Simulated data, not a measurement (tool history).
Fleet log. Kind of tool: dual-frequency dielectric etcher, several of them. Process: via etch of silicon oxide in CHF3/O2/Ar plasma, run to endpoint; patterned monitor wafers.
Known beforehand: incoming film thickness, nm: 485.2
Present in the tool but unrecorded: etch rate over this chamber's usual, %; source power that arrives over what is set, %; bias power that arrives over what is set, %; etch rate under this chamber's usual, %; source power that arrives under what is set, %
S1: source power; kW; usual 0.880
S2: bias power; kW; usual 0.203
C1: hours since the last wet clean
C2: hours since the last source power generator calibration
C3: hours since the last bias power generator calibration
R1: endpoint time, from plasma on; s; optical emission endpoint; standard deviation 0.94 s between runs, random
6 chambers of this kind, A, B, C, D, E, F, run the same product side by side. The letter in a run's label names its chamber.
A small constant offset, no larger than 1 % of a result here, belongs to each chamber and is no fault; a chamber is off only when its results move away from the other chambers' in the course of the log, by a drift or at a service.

run	hour	S1	S2	C1	C2	C3	R1
1D	3.6	0.880	0.203	65.8	1173.4	2165.7	202.61
2B	7.4	0.880	0.203	340.7	4130.8	3156.4	202.31
3F	11.9	0.880	0.203	362.8	847.5	3280.5	203.97
4A	19.7	0.880	0.203	104.0	1000.2	3064.9	200.92
5C	23.3	0.880	0.203	366.9	3895.5	1563.1	200.98
6E	27.2	0.880	0.203	53.2	2191.8	2961.3	203.88
7A	33.2	0.800	0.181	117.5	1013.7	3078.4	218.77
8D	37.3	0.800	0.181	99.5	1207.1	2199.4	219.98
# hour 40.4: chamber F: wet clean of the chamber
9C	44.2	0.800	0.181	387.8	3916.4	1584.0	217.02
10F	52.1	0.800	0.181	11.8	887.7	3320.7	219.17
11E	59.1	0.800	0.181	85.1	2223.7	2993.2	218.45
12B	63.5	0.800	0.181	396.8	4186.9	3212.5	218.46
# hour 69.1: chamber C: source power generator calibrated
13B	71.1	0.880	0.203	404.4	4194.5	3220.1	203.47
14F	76.3	0.880	0.203	36.0	911.9	3344.9	202.88
15C	84.6	0.880	0.203	428.2	15.5	1624.4	201.94
16D	92.3	0.880	0.203	154.5	1262.1	2254.4	203.96
17A	97.5	0.880	0.203	181.8	1078.0	3142.7	202.78
18E	105.4	0.880	0.203	131.4	2270.0	3039.5	202.90
19F	111.4	1.010	0.181	71.1	947.0	3380.0	199.78
# hour 111.9: chamber B: wet clean of the chamber
20E	115.7	1.010	0.181	141.7	2280.3	3049.8	199.98
# hour 118.2: chamber C: wet clean of the chamber
21B	122.6	1.010	0.181	10.8	4246.0	3271.6	204.19
22A	129.7	1.010	0.181	214.0	1110.2	3174.9	198.33
23D	136.2	1.010	0.181	198.4	1306.0	2298.3	199.73
24C	140.7	1.010	0.181	22.5	71.6	1680.5	200.09
25F	146.7	0.880	0.179	106.4	982.3	3415.3	212.94
26B	153.1	0.880	0.179	41.3	4276.5	3302.1	216.84
27A	158.7	0.880	0.179	243.0	1139.2	3203.9	209.19
28D	162.7	0.880	0.179	224.9	1332.5	2324.8	209.22
29E	170.0	0.880	0.179	196.0	2334.6	3104.1	211.98
30C	177.4	0.880	0.179	59.2	108.3	1717.2	210.96
31D	182.1	0.880	0.203	244.3	1351.9	2344.2	200.85
32A	188.3	0.880	0.203	272.6	1168.8	3233.5	202.78
33F	192.8	0.880	0.203	152.5	1028.4	3461.4	202.97
34C	200.9	0.880	0.203	82.7	131.8	1740.7	202.56
35B	208.0	0.880	0.203	96.2	4331.4	3357.0	207.73
36E	215.4	1.080	0.203	241.4	2380.0	3149.5	188.95
37B	222.4	1.080	0.203	110.6	4345.8	3371.4	192.75
38F	226.9	1.080	0.203	186.6	1062.5	3495.5	189.15
39C	231.2	1.080	0.203	113.0	162.1	1771.0	186.97
40D	236.3	1.080	0.203	298.5	1406.1	2398.4	187.00
41E	240.1	1.080	0.203	266.1	2404.7	3174.2	188.44
42A	247.6	0.880	0.203	331.9	1228.1	3292.8	202.78
43F	255.9	0.880	0.203	215.6	1091.5	3524.5	201.67

What goes on in this fleet: one chamber off, a drifting gauge, or nothing beyond the chambers' own small offsets? Name the chamber and the cause, if any.

A service left chamber B off against the others.
Most likely cause: etch rate under this chamber's usual, % = 2.44.

Here are 4 candidates for chamber B's next run, each the usual settings with a change, their results left as question marks. Which one brings its results back in line with what the others give on the usual settings?
In line means no further than this from the other chambers' mean on the usual settings: R1 3.30 s
44B-1	261.8	1.010	0.203				?
44B-2	261.8	0.920	0.210				?
44B-3	261.8	0.840	0.196				?
44B-4	261.8	0.880	0.168				?

Usual-settings mean across the other chambers: R1 202.63 s
run	R1
44B-1	196.63
44B-2	201.54
44B-3	213.66
44B-4	220.79
Change 44B-2 lands the chamber within the allowed miss of the other chambers.

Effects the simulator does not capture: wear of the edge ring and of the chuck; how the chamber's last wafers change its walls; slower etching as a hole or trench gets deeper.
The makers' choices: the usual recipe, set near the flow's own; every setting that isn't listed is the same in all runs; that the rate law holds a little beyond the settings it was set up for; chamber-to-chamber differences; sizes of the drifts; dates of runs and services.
